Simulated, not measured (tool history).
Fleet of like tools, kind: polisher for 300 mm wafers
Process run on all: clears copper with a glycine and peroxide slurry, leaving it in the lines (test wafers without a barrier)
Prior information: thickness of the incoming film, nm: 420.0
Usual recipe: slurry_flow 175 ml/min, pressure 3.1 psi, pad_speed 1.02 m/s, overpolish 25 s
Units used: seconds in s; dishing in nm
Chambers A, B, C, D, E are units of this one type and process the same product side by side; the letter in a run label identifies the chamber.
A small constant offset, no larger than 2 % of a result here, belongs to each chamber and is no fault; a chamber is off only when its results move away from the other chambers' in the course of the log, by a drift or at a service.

run   hour  slurry_flow  pressure  pad_speed  overpolish  wafers polished on this pad  hours since the slurry nozzle was cleaned  hours since the head pressure was calibrated  seconds  dishing
 1E    5.1          175       3.1       1.02          25                          137                                       63.5                                         268.2   58.187   99.976
 2A   10.6          175       3.1       1.02          25                          639                                         41                                         191.4   58.227   99.209
 3C   14.2          175       3.1       1.02          25                          101                                       87.8                                         672.2   58.652     98.2
 4D   18.1          175       3.1       1.02          25                         1031                                      232.8                                          19.7   58.005   98.539
      24.9  -- chamber B: worn pad replaced by a new one
 5B     25          175       3.1       1.02          25                            0                                      397.4                                           217   58.644    100.2
 6D   29.9          175       3.1       1.02          25                         1101                                      244.6                                          31.5   57.622   100.91
 7E   36.9          175       3.1       1.02          25                          325                                       95.3                                           300   58.745   99.242
 8B   41.6          175       3.1       1.02          25                           99                                        414                                         233.6   56.911   99.258
 9C   47.1          175       3.1       1.02          25                          296                                      120.7                                         705.1   59.262   98.794
10A   54.8          175       3.1       1.02          25                          902                                       85.2                                         235.6   57.967   98.576
11B   60.6          195       3.1       1.02          34                          211                                        433                                         252.6   58.202   121.42
      64.8  -- chamber D: worn pad replaced by a new one
12C   67.5          195       3.1       1.02          34                          417                                      141.1                                         725.5   58.429    122.5
13E   74.6          195       3.1       1.02          34                          549                                        133                                         337.7   58.391   118.43
14A   79.3          195       3.1       1.02          34                         1047                                      109.7                                         260.1   56.711   123.97
      81.7  -- chamber C: worn pad replaced by a new one
15D   85.9          195       3.1       1.02          34                          125                                      300.6                                          87.5     56.5   121.56
      86.6  -- chamber A: worn pad replaced by a new one
16C   90.7          175       3.1       1.02          25                           53                                      164.3                                         748.7   58.497   97.891
17B   96.9          175       3.1       1.02          25                          427                                      469.3                                         288.9   58.629    98.68
18D  103.6          175       3.1       1.02          25                          230                                      318.3                                         105.2   56.331   98.708
19E  109.2          175       3.1       1.02          25                          755                                      167.6                                         372.3   57.841   95.012
20A  116.9          175       3.1       1.02          25                          180                                      147.3                                         297.7   57.332   98.972
21A  121.1          175       3.1       1.02          25                          205                                      151.5                                         301.9   58.916   96.068
22B  126.7          175       3.1       1.02          25                          604                                      499.1                                         318.7   58.877   96.951
23C  132.6          225       3.1       1.02          25                          302                                      206.2                                         790.6   57.228   101.76
     138.7  -- chamber B: worn pad replaced by a new one
24D  140.1          225       3.1       1.02          25                          447                                      354.8                                         141.7   56.168   98.908
25E  146.5          225       3.1       1.02          25                          976                                      204.9                                         409.6   59.267   98.489
     148.8  -- chamber E: slurry nozzle cleaned
26D  154.1          225       3.1       1.02          25                          530                                      368.8                                         155.7   56.019   102.17
27C  158.6          225       3.1       1.02          25                          456                                      232.2                                         816.6   55.114   99.118
28B  166.2          175       3.1       1.02          25                          163                                      538.6                                         358.2   57.889   100.85
29E  173.9          175       3.1       1.02          25                         1139                                       25.2                                           437   64.419   94.715
30A  178.4          175       3.1       0.68          25                          545                                      208.8                                         359.2   81.019   80.301
31C  186.3          175       3.1       0.68          25                          621                                      259.9                                         844.3     80.8   77.249
32B  191.8          175       3.1       0.68          25                          315                                      564.2                                         383.8   79.794   82.245
     192.4  -- chamber C: worn pad replaced by a new one
33E  197.5          175       3.1       0.68          25                         1279                                       48.8                                         460.6   89.014   73.933
34A  201.9          175       3.1       0.68          25                          684                                      232.3                                         382.7   83.261   77.246
     206.7  -- chamber B: slurry nozzle cleaned
35D  207.7          175       3.1       1.02          25                          848                                      422.4                                         209.3   59.442   97.963
36C  215.5          175       3.1       1.02          25                          137                                      289.1                                         873.5    58.31   99.925
     216.5  -- chamber A: head pressure recalibrated
37A  223.3          175       3.1       1.02          25                          811                                      253.7                                           6.8    57.59   96.193
38B  227.5          175       3.1       1.02          25                          527                                       20.8                                         419.5   58.733   100.83
39E  233.1          175       3.1       1.02          25                         1490                                       84.4                                         496.2   66.069   92.361
40D  238.8          175       3.1       1.02          25                         1032                                      453.5                                         240.4    56.28   102.96
41E  245.9          175       3.1       1.02          25                         1566                                       97.2                                           509   66.293   86.763

Next, every chamber runs the same settings. What will each give?
42A  251.5          175       3.7       1.02          25                                                                                                                              ?        ?
42B  251.5          175       3.7       1.02          25                                                                                                                              ?        ?
42C  251.5          175       3.7       1.02          25                                                                                                                              ?        ?
42D  251.5          175       3.7       1.02          25                                                                                                                              ?        ?
42E  251.5          175       3.7       1.02          25                                                                                                                              ?        ?

run  seconds  dishing
42A   50.818   108.19
42B   50.369   111.17
42C   52.141   107.99
42D   49.726   110.93
42E   56.237   101.39
